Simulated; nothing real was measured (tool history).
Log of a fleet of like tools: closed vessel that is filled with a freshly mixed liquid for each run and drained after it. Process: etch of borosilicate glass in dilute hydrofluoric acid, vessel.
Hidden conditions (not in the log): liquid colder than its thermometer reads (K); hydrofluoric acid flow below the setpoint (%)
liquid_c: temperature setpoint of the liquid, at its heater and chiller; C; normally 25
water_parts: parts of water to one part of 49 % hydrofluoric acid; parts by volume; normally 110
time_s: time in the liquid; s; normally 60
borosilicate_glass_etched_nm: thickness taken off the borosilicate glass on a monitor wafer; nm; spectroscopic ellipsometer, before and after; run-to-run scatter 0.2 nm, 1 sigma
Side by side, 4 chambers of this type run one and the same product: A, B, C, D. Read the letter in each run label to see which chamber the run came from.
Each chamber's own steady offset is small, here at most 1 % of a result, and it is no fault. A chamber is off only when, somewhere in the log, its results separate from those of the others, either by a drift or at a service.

run	hour	liquid_c	water_parts	time_s	hours since the thermometer was replaced	hours since the hydrofluoric acid flow meter was replaced	read-back film thickness of the borosilicate glass reference wafer, read on the same gauge (nm)	borosilicate_glass_etched_nm
# hour 6.9: chamber A: thermometer replaced
1C	7.8	25	110	60	437.7	1564.7	150.01	23.451
2D	19.3	25	110	60	735.9	1784.8	149.98	23.060
3A	27.1	25	110	60	20.2	153.3	150.00	23.588
4B	37.3	25	110	60	829.3	764.2	150.01	23.112
5A	48.0	25	110	60	41.1	174.2	149.99	23.212
6D	61.1	25	145	85	777.7	1826.6	150.00	23.815
7C	72.8	25	145	85	502.7	1629.7	150.00	24.073
8B	86.9	25	145	85	878.9	813.8	149.97	23.703
9B	96.3	25	145	85	888.3	823.2	150.03	23.772
10D	107.5	25	110	60	824.1	1873.0	149.97	22.868
11A	119.4	25	110	60	112.5	245.6	150.00	22.996
12C	126.9	25	110	60	556.8	1683.8	149.97	23.190
13D	138.6	23	110	90	855.2	1904.1	149.99	32.143
14C	146.6	23	110	90	576.5	1703.5	150.01	32.824
15B	153.8	23	110	90	945.8	880.7	150.02	32.465
16A	167.9	23	110	90	161.0	294.1	149.99	30.937
17C	182.2	25	110	60	612.1	1739.1	149.99	23.092
18D	197.6	25	110	60	914.2	1963.1	149.99	23.302
19B	209.7	25	110	60	1001.7	936.6	150.01	22.985
20A	220.7	22	110	40	213.8	346.9	149.98	13.171
21C	228.7	22	110	40	658.6	1785.6	150.00	14.067
22D	235.4	22	110	40	952.0	2000.9	150.02	13.827
23A	247.5	22	110	40	240.6	373.7	150.01	13.089
24B	257.5	25	110	60	1049.5	984.4	150.02	22.891
25B	271.9	25	110	60	1063.9	998.8	150.01	23.036
# hour 281.8: chamber B: hydrofluoric acid flow meter replaced
26C	282.8	25	110	60	712.7	1839.7	149.97	23.493
# hour 296.5: chamber D: thermometer replaced
27D	296.7	25	110	60	0.3	2062.2	149.96	22.831
28A	305.7	25	110	60	298.8	431.9	150.03	21.007
29A	318.4	23	110	60	311.5	444.6	150.00	19.406
# hour 323.3: chamber C: hydrofluoric acid flow meter replaced
30D	325.2	23	110	60	28.8	2090.7	149.97	21.364
31B	335.7	23	110	60	1127.7	54.0	150.01	21.277
32C	348.5	23	110	60	778.4	25.2	150.00	21.580

Has any chamber moved away from the others, gradually or after a service, or does the common gauge drift, or do the chambers differ only by their own small steady offsets? State the chamber and the most likely cause if one applies.

It is chamber A that slowly wanders off from its peers.
What lies behind it: hydrofluoric acid flow below the setpoint (%) = 9.77.
The log may not tell that from: liquid colder than its thermometer reads (K).

Chamber A could run next with any of the 4 candidate recipes listed below; each alters the usual settings, and their results appear as question marks. Which one brings its results back in line with what the other chambers deliver on the usual settings?
Allowed miss from the other chambers' usual-settings mean, per result, to count as in line: borosilicate_glass_etched_nm 0.700 nm
33A-1	359.5	28.0	110	60				?
33A-2	359.5	25.0	105	60				?
33A-3	359.5	24.5	110	55				?
33A-4	359.5	25.0	115	60				?

What the other chambers average on the usual settings: borosilicate_glass_etched_nm 23.224 nm
run	borosilicate_glass_etched_nm
33A-1	23.038
33A-2	21.721
33A-3	18.508
33A-4	19.537
The right change is 33A-1: it brings the chamber back within the allowed miss of the others.
